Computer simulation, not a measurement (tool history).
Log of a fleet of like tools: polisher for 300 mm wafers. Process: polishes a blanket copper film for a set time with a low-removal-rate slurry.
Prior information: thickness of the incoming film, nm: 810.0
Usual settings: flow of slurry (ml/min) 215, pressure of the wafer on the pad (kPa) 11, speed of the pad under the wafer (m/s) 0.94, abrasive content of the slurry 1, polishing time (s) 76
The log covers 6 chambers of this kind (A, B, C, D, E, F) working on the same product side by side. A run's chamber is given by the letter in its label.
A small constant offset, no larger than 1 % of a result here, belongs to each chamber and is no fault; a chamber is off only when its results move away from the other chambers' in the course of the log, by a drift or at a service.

run,hour,flow of slurry (ml/min),pressure of the wafer on the pad (kPa),speed of the pad under the wafer (m/s),abrasive content of the slurry,polishing time (s),film removed (angstrom)
1E,4.8,215,11,0.94,1,76,1314
# hour 7.9: chamber C: slurry blender recalibrated
# hour 8.6: chamber E: worn pad replaced by a new one
# hour 10.7: chamber F: head pressure recalibrated
2C,10.9,215,11,0.94,1,76,1323.9
# hour 15.1: chamber B: worn pad replaced by a new one
3A,15.8,215,11,0.94,1,76,1326.8
# hour 16.9: chamber A: worn pad replaced by a new one
# hour 19.4: chamber F: worn pad replaced by a new one
4D,20,215,11,0.94,1,76,1337.1
5B,24,215,11,0.94,1,76,1313
6F,30.1,215,11,0.94,1,76,1324
7C,35.3,215,11,0.94,1,76,1343.7
8D,40.5,215,11,0.94,1,76,1306.6
9A,43.7,215,11,0.94,1,76,1338.6
# hour 44.2: chamber C: worn pad replaced by a new one
# hour 45.2: chamber D: worn pad replaced by a new one
10F,46.6,215,11,0.94,1,76,1315.6
11E,51.7,215,11,0.94,1,76,1319.8
# hour 52.7: chamber E: slurry nozzle cleaned
12B,57.2,215,11,0.94,1,76,1355.1
13F,62.8,215,11,0.94,1,76,1291.2
# hour 63.8: chamber B: worn pad replaced by a new one
# hour 64.8: chamber F: worn pad replaced by a new one
14C,66.8,215,11,0.94,1,76,1321.6
15B,71.5,215,11,0.94,1,76,1304.1
16A,77.4,215,11,0.94,1,76,1314.1
# hour 79.6: chamber A: slurry blender recalibrated
17D,81,215,11,0.94,1,76,1312.8
18E,84,215,11,1.22,1.3,76,1774.3
19B,86.8,215,11,1.22,1.3,76,1781.2
# hour 88.3: chamber C: worn pad replaced by a new one
# hour 89: chamber E: worn pad replaced by a new one
20C,91,215,11,1.22,1.3,76,1850.4
# hour 91.5: chamber B: slurry nozzle cleaned
21E,94.1,215,11,1.22,1.3,76,1782.8
22F,98.5,215,11,1.22,1.3,76,1781.8
# hour 103.4: chamber F: worn pad replaced by a new one
23A,103.6,215,11,1.22,1.3,76,1826.8
24D,108.5,215,11,0.94,1,76,1306.8
# hour 110.4: chamber B: worn pad replaced by a new one
25A,113.3,215,11,0.94,1,76,1325.1
26D,116.3,215,11,0.94,1,76,1316.4
27C,121.8,215,11,0.94,1,76,1333.9
# hour 122.5: chamber A: worn pad replaced by a new one
28E,124.6,215,11,0.94,1,76,1337.4
29B,127.6,215,11,0.94,1,76,1281.9
# hour 129: chamber A: head pressure recalibrated
# hour 130.4: chamber C: worn pad replaced by a new one
30F,132,215,11,0.94,1,76,1300.5
31D,137.6,215,11,0.94,1,76,1338.3
32C,141.8,215,11,0.94,1,76,1331.6
# hour 142.8: chamber F: worn pad replaced by a new one
33E,146.9,215,11,0.94,1.25,94,1697.5
34F,152.9,215,11,0.94,1.25,94,1687.1
# hour 153.8: chamber E: slurry blender recalibrated
# hour 156: chamber B: worn pad replaced by a new one
35A,159,215,11,0.94,1.25,94,1699.9
# hour 159.7: chamber E: worn pad replaced by a new one
36B,164.1,215,11,0.94,1.25,94,1574.7
37C,167.8,215,11,0.94,1.25,94,1712.3
38E,171.5,215,11,0.94,1.25,94,1720.6

Next, every chamber runs the same settings. What will each give?
39A,176,215,11,1.2,1,76,?
39B,176,215,11,1.2,1,76,?
39C,176,215,11,1.2,1,76,?
39D,176,215,11,1.2,1,76,?
39E,176,215,11,1.2,1,76,?
39F,176,215,11,1.2,1,76,?

run,film removed (angstrom)
39A,1707
39B,1560.1
39C,1706.7
39D,1691.7
39E,1718.8
39F,1652.5

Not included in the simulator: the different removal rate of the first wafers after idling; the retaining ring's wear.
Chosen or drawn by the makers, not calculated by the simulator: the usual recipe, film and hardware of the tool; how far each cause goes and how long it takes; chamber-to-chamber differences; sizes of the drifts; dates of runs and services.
